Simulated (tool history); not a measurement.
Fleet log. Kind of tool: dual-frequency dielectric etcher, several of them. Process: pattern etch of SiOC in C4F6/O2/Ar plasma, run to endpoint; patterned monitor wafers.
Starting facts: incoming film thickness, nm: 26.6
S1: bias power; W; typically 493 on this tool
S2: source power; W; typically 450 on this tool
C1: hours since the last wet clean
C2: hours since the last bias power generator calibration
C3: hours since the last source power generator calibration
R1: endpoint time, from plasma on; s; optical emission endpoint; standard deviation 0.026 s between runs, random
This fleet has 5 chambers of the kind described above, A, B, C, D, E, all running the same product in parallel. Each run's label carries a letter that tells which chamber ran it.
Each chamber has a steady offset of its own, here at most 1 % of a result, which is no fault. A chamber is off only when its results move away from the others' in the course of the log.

-- day=0.092 chamber C: wet clean of the chamber
run 1D day=0.367 | S1=493 S2=450 | C1=17.2 C2=2417.0 C3=2404.9 | R1=8.6932
run 2A day=0.938 | S1=493 S2=450 | C1=122.2 C2=2901.8 C3=2549.0 | R1=8.6477
run 3C day=1.425 | S1=493 S2=450 | C1=32.0 C2=1091.2 C3=5215.7 | R1=8.6883
run 4E day=1.846 | S1=493 S2=450 | C1=309.5 C2=1011.6 C3=2095.1 | R1=8.7283
-- day=2.083 chamber C: source power generator calibrated
run 5B day=2.379 | S1=493 S2=450 | C1=157.8 C2=2111.7 C3=2264.3 | R1=8.5705
run 6A day=2.879 | S1=493 S2=450 | C1=168.8 C2=2948.4 C3=2595.6 | R1=8.6253
run 7E day=3.362 | S1=493 S2=450 | C1=345.9 C2=1048.0 C3=2131.5 | R1=8.7016
run 8B day=3.954 | S1=493 S2=450 | C1=195.6 C2=2149.5 C3=2302.1 | R1=8.5913
run 9D day=4.492 | S1=493 S2=450 | C1=116.2 C2=2516.0 C3=2503.9 | R1=8.7037
run 10C day=5.029 | S1=493 S2=450 | C1=118.5 C2=1177.7 C3=70.7 | R1=8.6557
run 11B day=5.454 | S1=493 S2=450 | C1=231.6 C2=2185.5 C3=2338.1 | R1=8.5884
run 12D day=5.892 | S1=493 S2=450 | C1=149.8 C2=2549.6 C3=2537.5 | R1=8.5993
run 13C day=6.429 | S1=493 S2=450 | C1=152.1 C2=1211.3 C3=104.3 | R1=8.7235
-- day=6.600 chamber E: wet clean of the chamber
run 14A day=6.708 | S1=493 S2=450 | C1=260.7 C2=3040.3 C3=2687.5 | R1=8.5736
run 15E day=7.254 | S1=493 S2=450 | C1=15.7 C2=1141.4 C3=2224.9 | R1=8.6865
run 16A day=7.746 | S1=383 S2=550 | C1=285.6 C2=3065.2 C3=2712.4 | R1=8.7543
-- day=8.212 chamber B: source power generator calibrated
run 17D day=8.271 | S1=383 S2=550 | C1=206.9 C2=2606.7 C3=2594.6 | R1=8.7808
run 18C day=8.900 | S1=383 S2=550 | C1=211.4 C2=1270.6 C3=163.6 | R1=8.8733
run 19B day=9.404 | S1=383 S2=550 | C1=326.4 C2=2280.3 C3=28.7 | R1=8.7382
run 20E day=9.871 | S1=383 S2=550 | C1=78.5 C2=1204.2 C3=2287.7 | R1=8.8350
run 21A day=10.225 | S1=493 S2=450 | C1=345.1 C2=3124.7 C3=2771.9 | R1=8.5946
run 22D day=10.583 | S1=493 S2=450 | C1=262.4 C2=2662.2 C3=2650.1 | R1=8.6512
run 23C day=10.983 | S1=493 S2=450 | C1=261.4 C2=1320.6 C3=213.6 | R1=8.6893
run 24B day=11.496 | S1=598 S2=450 | C1=376.6 C2=2330.5 C3=78.9 | R1=8.0064
run 25E day=11.912 | S1=598 S2=450 | C1=127.5 C2=1253.2 C3=2336.7 | R1=8.1092
run 26B day=12.408 | S1=598 S2=450 | C1=398.5 C2=2352.4 C3=100.8 | R1=8.0039
run 27A day=12.946 | S1=598 S2=450 | C1=410.4 C2=3190.0 C3=2837.2 | R1=8.0125
run 28E day=13.312 | S1=598 S2=450 | C1=161.1 C2=1286.8 C3=2370.3 | R1=8.0855
-- day=13.679 chamber C: wet clean of the chamber
run 29C day=13.829 | S1=493 S2=450 | C1=3.7 C2=1388.9 C3=281.9 | R1=8.6568
run 30D day=14.138 | S1=493 S2=450 | C1=347.7 C2=2747.5 C3=2735.4 | R1=8.6532

The same settings go to every chamber for the next run, one line per chamber below. Forecast the results for each:
run 31A day=14.592 | S1=570 S2=450 | R1=?
run 31B day=14.592 | S1=570 S2=450 | R1=?
run 31C day=14.592 | S1=570 S2=450 | R1=?
run 31D day=14.592 | S1=570 S2=450 | R1=?
run 31E day=14.592 | S1=570 S2=450 | R1=?

run=31A R1=8.1802
run=31B R1=8.1237
run=31C R1=8.2220
run=31D R1=8.1932
run=31E R1=8.2502
